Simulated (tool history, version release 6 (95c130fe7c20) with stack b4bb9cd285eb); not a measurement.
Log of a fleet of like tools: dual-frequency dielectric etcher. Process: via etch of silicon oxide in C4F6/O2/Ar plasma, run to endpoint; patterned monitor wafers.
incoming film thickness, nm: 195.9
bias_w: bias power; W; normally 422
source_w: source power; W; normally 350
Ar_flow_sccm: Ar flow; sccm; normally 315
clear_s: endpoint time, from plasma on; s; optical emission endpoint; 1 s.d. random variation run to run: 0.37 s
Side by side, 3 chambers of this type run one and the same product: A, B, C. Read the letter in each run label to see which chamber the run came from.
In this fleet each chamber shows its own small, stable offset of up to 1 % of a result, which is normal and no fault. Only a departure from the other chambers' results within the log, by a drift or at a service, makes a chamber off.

run	hour	bias_w	source_w	Ar_flow_sccm	hours since the last wet clean	hours since the last bias power generator calibration	hours since the last source power generator calibration	hours since the last Ar flow controller change	clear_s
1C	7.1	422	350	315	260.1	1533.9	2083.7	2908.3	49.204
2A	20.9	422	350	315	330.1	701.5	2962.4	3156.4	48.801
3B	33.2	422	350	315	84.2	1858.7	2392.3	1284.0	48.048
4B	44.6	422	350	315	95.6	1870.1	2403.7	1295.4	48.122
5C	55.7	422	350	315	308.7	1582.5	2132.3	2956.9	48.927
# hour 56.6: chamber A: wet clean of the chamber
6A	67.9	422	350	315	11.4	748.5	3009.4	3203.4	47.964
7A	82.4	422	350	315	25.9	763.0	3023.9	3217.9	48.251
8C	94.9	422	350	373	347.9	1621.7	2171.5	2996.1	50.031
9B	107.5	422	350	373	158.5	1933.0	2466.6	1358.3	49.633
10C	120.4	422	350	373	373.4	1647.2	2197.0	3021.6	50.233
11A	131.8	422	350	315	75.3	812.4	3073.3	3267.3	48.699
12B	143.4	422	350	315	194.4	1968.9	2502.5	1394.2	48.212
13B	152.2	479	350	275	203.2	1977.7	2511.3	1403.0	45.587
14C	164.7	479	350	275	417.7	1691.5	2241.3	3065.9	45.865
15A	178.4	479	350	275	121.9	859.0	3119.9	3313.9	45.159
16A	188.6	422	350	315	132.1	869.2	3130.1	3324.1	47.693
17B	201.5	422	380	315	252.5	2027.0	2560.6	1452.3	47.148
18C	211.2	422	380	315	464.2	1738.0	2287.8	3112.4	47.687
19B	219.1	422	380	315	270.1	2044.6	2578.2	1469.9	46.726
20C	232.9	422	350	315	485.9	1759.7	2309.5	3134.1	49.440
21A	243.3	422	350	315	186.8	923.9	3184.8	3378.8	48.614

Which is it: a chamber that has drifted or been left off by a service, a gauge drift common to all chambers, or only each chamber's usual small offset? If a chamber is off, name it and its likeliest cause.

All chambers stay in line apart from their small fixed offsets, and the gauge does not drift.

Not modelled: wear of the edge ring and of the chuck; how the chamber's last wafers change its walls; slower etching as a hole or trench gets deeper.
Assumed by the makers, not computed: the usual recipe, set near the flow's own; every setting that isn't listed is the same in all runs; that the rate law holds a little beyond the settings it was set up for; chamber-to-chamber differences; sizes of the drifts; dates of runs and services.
